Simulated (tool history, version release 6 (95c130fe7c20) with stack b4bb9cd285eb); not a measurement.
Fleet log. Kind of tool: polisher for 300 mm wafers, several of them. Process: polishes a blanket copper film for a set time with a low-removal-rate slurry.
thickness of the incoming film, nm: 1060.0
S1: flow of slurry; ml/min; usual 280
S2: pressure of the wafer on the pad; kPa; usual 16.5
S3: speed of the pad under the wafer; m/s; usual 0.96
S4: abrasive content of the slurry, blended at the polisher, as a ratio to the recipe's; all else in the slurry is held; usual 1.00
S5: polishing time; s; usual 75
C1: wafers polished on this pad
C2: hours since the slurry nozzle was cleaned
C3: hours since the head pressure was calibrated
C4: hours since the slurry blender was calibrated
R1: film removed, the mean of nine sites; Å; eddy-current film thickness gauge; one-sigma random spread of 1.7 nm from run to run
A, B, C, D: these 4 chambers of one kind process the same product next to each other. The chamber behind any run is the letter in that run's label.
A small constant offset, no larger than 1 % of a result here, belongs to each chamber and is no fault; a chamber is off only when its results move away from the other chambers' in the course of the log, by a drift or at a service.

run     day   S1    S2    S3    S4  S5    C1     C2      C3     C4      R1
 1A   0.221  280  16.5  0.96  1.00  75   846   17.9   266.7  267.4  2051.2
      0.554  -- chamber D: worn pad replaced by a new one
 2C   0.571  280  16.5  0.96  1.00  75   999   78.6   266.3   25.2  2017.4
 3B   0.996  280  16.5  0.96  1.00  75   924  346.7   450.5  282.2  2025.5
 4D   1.221  280  16.5  0.96  1.00  75   205   70.9   841.0  268.0  2017.1
 5C   1.562  280  16.5  0.96  1.00  75  1303  102.4   290.1   49.0  2006.7
      1.642  -- chamber C: worn pad replaced by a new one
 6A   1.900  280  16.5  0.96  1.00  75  1361   58.2   307.0  307.7  2004.1
 7D   2.208  280  16.5  0.96  1.00  75   508   94.6   864.7  291.7  2007.7
      2.392  -- chamber D: worn pad replaced by a new one
 8B   2.504  280  16.5  0.96  1.25  55  1387  382.9   486.7  318.4  1559.8
      2.525  -- chamber A: worn pad replaced by a new one
 9D   2.717  280  16.5  0.96  1.25  55    99  106.8   876.9  303.9  1541.6
      3.079  -- chamber A: slurry blender recalibrated
      3.167  -- chamber B: worn pad replaced by a new one
10C   3.183  280  16.5  0.96  1.25  55   473  141.3   329.0   87.9  1525.1
      3.475  -- chamber C: head pressure recalibrated
11A   3.592  280  16.5  0.96  1.25  55   327   98.8   347.6   12.4  1547.5
12B   3.933  280  16.5  0.96  1.00  75   235  417.2   521.0  352.7  2012.8
13D   4.292  280  16.5  0.96  1.00  75   582  144.6   914.7  341.7  2004.1
14B   4.558  280  16.5  0.96  1.00  75   427  432.2   536.0  367.7  2029.4
      4.696  -- chamber D: worn pad replaced by a new one
15C   4.871  280  16.5  0.96  1.00  75   990  181.8    33.5  128.4  2032.9
16A   5.179  195  16.5  0.96  1.00  75   814  136.9   385.7   50.5  1919.2
17D   5.483  195  16.5  0.96  1.00  75   242  173.2   943.3  370.3  1927.9
18A   5.896  195  16.5  0.96  1.00  75  1034  154.1   402.9   67.7  1940.7
      6.304  -- chamber C: worn pad replaced by a new one
19C   6.317  195  16.5  0.96  1.00  75     4  216.5    68.2  163.1  1944.3
      6.767  -- chamber D: slurry blender recalibrated
20B   6.775  280  16.5  0.96  1.00  75  1106  485.4   589.2  420.9  2078.8
      6.796  -- chamber D: worn pad replaced by a new one
21A   7.175  280  16.5  0.96  1.00  75  1426  184.8   433.6   98.4  2016.7
22B   7.517  280  16.5  0.96  1.00  75  1333  503.2   607.0  438.7  2101.4
      7.617  -- chamber B: worn pad replaced by a new one
      7.792  -- chamber A: worn pad replaced by a new one
23C   7.904  280  16.5  0.96  1.00  75   491  254.6   106.3  201.2  2019.5
24D   8.146  280  16.5  0.96  1.00  75   414  237.1  1007.2   33.1  2028.9
25A   8.379  280  16.5  0.96  1.00  75   181  213.7   462.5  127.3  2039.8
      8.629  -- chamber D: worn pad replaced by a new one
26D   8.729  280  16.5  0.96  1.00  75    31  251.1  1021.2   47.1  2005.0
27C   8.950  280  16.5  0.96  1.00  75   811  279.7   131.4  226.3  2002.7
28B   9.375  280  16.5  0.96  1.00  75   538  547.8   651.6  483.3  2094.1
29D   9.792  280  16.5  0.96  1.00  75   356  276.6  1046.7   72.6  2020.3
30C  10.208  280  16.5  1.18  0.85  75  1197  309.9   161.6  256.5  2373.7
31A  10.633  280  16.5  1.18  0.85  75   871  267.8   516.6  181.4  2442.6

For the next run the whole fleet of 4 chambers uses the same settings. Give each chamber's results:
32A  10.975  280  16.5  0.96  1.00  66                   ?
32B  10.975  280  16.5  0.96  1.00  66                   ?
32C  10.975  280  16.5  0.96  1.00  66                   ?
32D  10.975  280  16.5  0.96  1.00  66                   ?

run      R1
32A  1774.8
32B  1893.0
32C  1771.1
32D  1775.2
